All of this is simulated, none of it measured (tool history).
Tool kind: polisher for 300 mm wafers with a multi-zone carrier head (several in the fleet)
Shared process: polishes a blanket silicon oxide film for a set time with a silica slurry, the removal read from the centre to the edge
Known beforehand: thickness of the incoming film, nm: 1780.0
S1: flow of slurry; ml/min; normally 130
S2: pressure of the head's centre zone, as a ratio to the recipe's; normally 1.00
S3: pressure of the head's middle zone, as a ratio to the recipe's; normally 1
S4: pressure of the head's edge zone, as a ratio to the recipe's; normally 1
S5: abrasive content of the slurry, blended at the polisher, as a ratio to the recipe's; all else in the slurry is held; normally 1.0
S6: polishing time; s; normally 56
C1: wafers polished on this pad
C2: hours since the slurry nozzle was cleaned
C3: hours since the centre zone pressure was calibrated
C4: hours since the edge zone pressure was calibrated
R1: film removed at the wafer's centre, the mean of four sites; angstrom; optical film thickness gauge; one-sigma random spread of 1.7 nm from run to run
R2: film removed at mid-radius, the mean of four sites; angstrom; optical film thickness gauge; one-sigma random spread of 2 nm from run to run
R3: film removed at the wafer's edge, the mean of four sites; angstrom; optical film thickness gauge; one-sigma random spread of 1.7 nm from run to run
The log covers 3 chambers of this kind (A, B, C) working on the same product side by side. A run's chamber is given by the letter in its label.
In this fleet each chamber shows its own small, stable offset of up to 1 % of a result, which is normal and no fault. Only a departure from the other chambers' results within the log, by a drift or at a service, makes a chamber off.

{"hour": 0.5, "done": "chamber A: centre zone pressure recalibrated"}
{"run": "1C", "hour": 8.3, "S1": 130, "S2": 1.0, "S3": 1, "S4": 1, "S5": 1.0, "S6": 56, "C1": 1279, "C2": 65.7, "C3": 103.2, "C4": 307.0, "R1": 2146.8, "R2": 2163.3, "R3": 2122.9}
{"run": "2B", "hour": 19.2, "S1": 130, "S2": 1.0, "S3": 1, "S4": 1, "S5": 1.0, "S6": 56, "C1": 279, "C2": 200.6, "C3": 216.6, "C4": 727.4, "R1": 2165.6, "R2": 2177.0, "R3": 2158.6}
{"hour": 22.3, "done": "chamber C: worn pad replaced by a new one"}
{"run": "3A", "hour": 24.6, "S1": 130, "S2": 1.0, "S3": 1, "S4": 1, "S5": 1.0, "S6": 56, "C1": 689, "C2": 288.4, "C3": 24.2, "C4": 209.7, "R1": 2192.8, "R2": 2179.0, "R3": 2138.0}
{"run": "4A", "hour": 29.7, "S1": 130, "S2": 1.0, "S3": 1, "S4": 1, "S5": 1.0, "S6": 56, "C1": 726, "C2": 293.5, "C3": 29.3, "C4": 214.8, "R1": 2185.1, "R2": 2176.2, "R3": 2143.6}
{"run": "5B", "hour": 36.1, "S1": 130, "S2": 1.0, "S3": 1, "S4": 1, "S5": 1.0, "S6": 56, "C1": 401, "C2": 217.5, "C3": 233.5, "C4": 744.3, "R1": 2133.3, "R2": 2183.6, "R3": 2167.7}
{"run": "6C", "hour": 42.2, "S1": 130, "S2": 1.0, "S3": 1, "S4": 1, "S5": 1.0, "S6": 56, "C1": 144, "C2": 99.6, "C3": 137.1, "C4": 340.9, "R1": 2167.2, "R2": 2188.3, "R3": 2172.2}
{"run": "7B", "hour": 53.4, "S1": 130, "S2": 1.0, "S3": 1, "S4": 1, "S5": 1.0, "S6": 56, "C1": 527, "C2": 234.8, "C3": 250.8, "C4": 761.6, "R1": 2126.7, "R2": 2146.0, "R3": 2162.8}
{"run": "8C", "hour": 61.0, "S1": 130, "S2": 1.0, "S3": 1, "S4": 1, "S5": 1.0, "S6": 56, "C1": 281, "C2": 118.4, "C3": 155.9, "C4": 359.7, "R1": 2228.7, "R2": 2207.8, "R3": 2160.6}
{"hour": 62.7, "done": "chamber B: slurry nozzle cleaned"}
{"run": "9A", "hour": 67.1, "S1": 130, "S2": 1.0, "S3": 1, "S4": 1, "S5": 1.0, "S6": 56, "C1": 998, "C2": 330.9, "C3": 66.7, "C4": 252.2, "R1": 2201.6, "R2": 2207.1, "R3": 2148.3}
{"run": "10A", "hour": 72.4, "S1": 130, "S2": 1.0, "S3": 1, "S4": 1, "S5": 1.0, "S6": 56, "C1": 1036, "C2": 336.2, "C3": 72.0, "C4": 257.5, "R1": 2178.1, "R2": 2169.6, "R3": 2155.9}
{"run": "11C", "hour": 79.0, "S1": 130, "S2": 1.0, "S3": 1, "S4": 1, "S5": 1.0, "S6": 56, "C1": 412, "C2": 136.4, "C3": 173.9, "C4": 377.7, "R1": 2196.8, "R2": 2131.8, "R3": 2168.1}
{"hour": 82.9, "done": "chamber A: worn pad replaced by a new one"}
{"run": "12B", "hour": 86.5, "S1": 130, "S2": 1.0, "S3": 1, "S4": 1, "S5": 1.0, "S6": 56, "C1": 767, "C2": 23.8, "C3": 283.9, "C4": 794.7, "R1": 2163.9, "R2": 2207.5, "R3": 2168.0}
{"run": "13A", "hour": 94.5, "S1": 130, "S2": 1.0, "S3": 1, "S4": 1, "S5": 1.0, "S6": 56, "C1": 84, "C2": 358.3, "C3": 94.1, "C4": 279.6, "R1": 2187.3, "R2": 2185.2, "R3": 2139.4}
{"run": "14B", "hour": 105.0, "S1": 130, "S2": 1.0, "S3": 1, "S4": 1, "S5": 1.0, "S6": 56, "C1": 902, "C2": 42.3, "C3": 302.4, "C4": 813.2, "R1": 2179.7, "R2": 2193.4, "R3": 2146.4}
{"run": "15C", "hour": 114.3, "S1": 130, "S2": 1.0, "S3": 1, "S4": 1, "S5": 1.0, "S6": 56, "C1": 668, "C2": 171.7, "C3": 209.2, "C4": 413.0, "R1": 2234.5, "R2": 2173.5, "R3": 2145.8}
{"run": "16A", "hour": 121.9, "S1": 130, "S2": 1.0, "S3": 1, "S4": 1, "S5": 1.0, "S6": 56, "C1": 283, "C2": 385.7, "C3": 121.5, "C4": 307.0, "R1": 2208.1, "R2": 2158.2, "R3": 2165.6}
{"run": "17C", "hour": 127.5, "S1": 130, "S2": 1.0, "S3": 1, "S4": 1, "S5": 1.0, "S6": 56, "C1": 764, "C2": 184.9, "C3": 222.4, "C4": 426.2, "R1": 2217.5, "R2": 2213.8, "R3": 2131.5}
{"run": "18B", "hour": 136.9, "S1": 130, "S2": 1.0, "S3": 1, "S4": 1, "S5": 1.0, "S6": 56, "C1": 1134, "C2": 74.2, "C3": 334.3, "C4": 845.1, "R1": 2155.6, "R2": 2172.9, "R3": 2192.5}
{"run": "19A", "hour": 142.3, "S1": 130, "S2": 1.0, "S3": 1, "S4": 1, "S5": 1.0, "S6": 56, "C1": 431, "C2": 406.1, "C3": 141.9, "C4": 327.4, "R1": 2212.7, "R2": 2173.9, "R3": 2162.8}
{"run": "20B", "hour": 150.4, "S1": 130, "S2": 1.07, "S3": 1, "S4": 1, "S5": 1.0, "S6": 56, "C1": 1232, "C2": 87.7, "C3": 347.8, "C4": 858.6, "R1": 2318.2, "R2": 2183.9, "R3": 2194.0}
{"run": "21C", "hour": 162.3, "S1": 130, "S2": 1.07, "S3": 1, "S4": 1, "S5": 1.0, "S6": 56, "C1": 1017, "C2": 219.7, "C3": 257.2, "C4": 461.0, "R1": 2466.4, "R2": 2200.4, "R3": 2204.1}
{"run": "22A", "hour": 168.1, "S1": 130, "S2": 1.07, "S3": 1, "S4": 1, "S5": 1.0, "S6": 56, "C1": 618, "C2": 431.9, "C3": 167.7, "C4": 353.2, "R1": 2338.8, "R2": 2180.4, "R3": 2178.1}
{"hour": 174.3, "done": "chamber B: worn pad replaced by a new one"}
{"run": "23B", "hour": 177.1, "S1": 130, "S2": 1.0, "S3": 1, "S4": 1, "S5": 1.0, "S6": 56, "C1": 20, "C2": 114.4, "C3": 374.5, "C4": 885.3, "R1": 2166.6, "R2": 2209.2, "R3": 2185.8}
{"run": "24C", "hour": 186.7, "S1": 130, "S2": 1.0, "S3": 1, "S4": 1, "S5": 1.0, "S6": 56, "C1": 1194, "C2": 244.1, "C3": 281.6, "C4": 485.4, "R1": 2325.8, "R2": 2196.8, "R3": 2181.5}
{"run": "25C", "hour": 197.6, "S1": 130, "S2": 1.0, "S3": 1, "S4": 1, "S5": 1.0, "S6": 56, "C1": 1273, "C2": 255.0, "C3": 292.5, "C4": 496.3, "R1": 2305.7, "R2": 2144.9, "R3": 2132.6}
{"run": "26A", "hour": 204.0, "S1": 130, "S2": 1.0, "S3": 1, "S4": 1, "S5": 1.0, "S6": 56, "C1": 879, "C2": 467.8, "C3": 203.6, "C4": 389.1, "R1": 2213.0, "R2": 2166.0, "R3": 2135.5}
{"hour": 204.3, "done": "chamber C: worn pad replaced by a new one"}
{"run": "27B", "hour": 214.1, "S1": 130, "S2": 1.0, "S3": 1, "S4": 1, "S5": 1.0, "S6": 56, "C1": 289, "C2": 151.4, "C3": 411.5, "C4": 922.3, "R1": 2116.6, "R2": 2191.1, "R3": 2181.1}
{"run": "28A", "hour": 225.0, "S1": 155, "S2": 1.0, "S3": 1, "S4": 1, "S5": 1.0, "S6": 62, "C1": 1032, "C2": 488.8, "C3": 224.6, "C4": 410.1, "R1": 2521.3, "R2": 2490.6, "R3": 2405.3}
{"run": "29B", "hour": 235.8, "S1": 155, "S2": 1.0, "S3": 1, "S4": 1, "S5": 1.0, "S6": 62, "C1": 447, "C2": 173.1, "C3": 433.2, "C4": 944.0, "R1": 2479.5, "R2": 2477.9, "R3": 2472.7}
{"hour": 241.5, "done": "chamber C: edge zone pressure recalibrated"}
{"run": "30C", "hour": 243.9, "S1": 155, "S2": 1.0, "S3": 1, "S4": 1, "S5": 1.0, "S6": 62, "C1": 288, "C2": 301.3, "C3": 338.8, "C4": 2.4, "R1": 2667.0, "R2": 2499.1, "R3": 2461.0}
{"run": "31B", "hour": 251.1, "S1": 130, "S2": 1.0, "S3": 1, "S4": 1, "S5": 1.0, "S6": 56, "C1": 558, "C2": 188.4, "C3": 448.5, "C4": 959.3, "R1": 2146.6, "R2": 2136.8, "R3": 2163.1}
{"run": "32C", "hour": 259.1, "S1": 130, "S2": 1.0, "S3": 1, "S4": 1, "S5": 1.1, "S6": 56, "C1": 398, "C2": 316.5, "C3": 354.0, "C4": 17.6, "R1": 2448.0, "R2": 2280.3, "R3": 2236.4}
{"hour": 261.5, "done": "chamber A: worn pad replaced by a new one"}
{"run": "33A", "hour": 265.1, "S1": 130, "S2": 1.0, "S3": 1, "S4": 1, "S5": 1.1, "S6": 56, "C1": 26, "C2": 528.9, "C3": 264.7, "C4": 450.2, "R1": 2321.1, "R2": 2307.9, "R3": 2203.6}
{"run": "34C", "hour": 275.9, "S1": 130, "S2": 1.0, "S3": 1, "S4": 1, "S5": 1.1, "S6": 56, "C1": 520, "C2": 333.3, "C3": 370.8, "C4": 34.4, "R1": 2439.8, "R2": 2291.7, "R3": 2229.3}
{"run": "35A", "hour": 286.8, "S1": 130, "S2": 1.0, "S3": 1, "S4": 1, "S5": 1.0, "S6": 56, "C1": 184, "C2": 550.6, "C3": 286.4, "C4": 471.9, "R1": 2227.2, "R2": 2187.6, "R3": 2143.2}
{"run": "36B", "hour": 294.1, "S1": 130, "S2": 1.0, "S3": 1, "S4": 1, "S5": 1.0, "S6": 56, "C1": 870, "C2": 231.4, "C3": 491.5, "C4": 1002.3, "R1": 2148.4, "R2": 2243.2, "R3": 2168.9}
{"run": "37C", "hour": 302.8, "S1": 130, "S2": 1.0, "S3": 1, "S4": 1, "S5": 1.0, "S6": 56, "C1": 716, "C2": 360.2, "C3": 397.7, "C4": 61.3, "R1": 2366.8, "R2": 2165.8, "R3": 2175.4}

The same settings go to every chamber for the next run, one line per chamber below. Forecast the results for each:
{"run": "38A", "hour": 311.3, "S1": 130, "S2": 1.0, "S3": 1, "S4": 1, "S5": 1.0, "S6": 48, "R1": "?", "R2": "?", "R3": "?"}
{"run": "38B", "hour": 311.3, "S1": 130, "S2": 1.0, "S3": 1, "S4": 1, "S5": 1.0, "S6": 48, "R1": "?", "R2": "?", "R3": "?"}
{"run": "38C", "hour": 311.3, "S1": 130, "S2": 1.0, "S3": 1, "S4": 1, "S5": 1.0, "S6": 48, "R1": "?", "R2": "?", "R3": "?"}

run=38A R1=1887.6 R2=1837.1 R3=1840.9
run=38B R1=1851.8 R2=1862.7 R3=1868.8
run=38C R1=2047.0 R2=1879.8 R3=1857.5
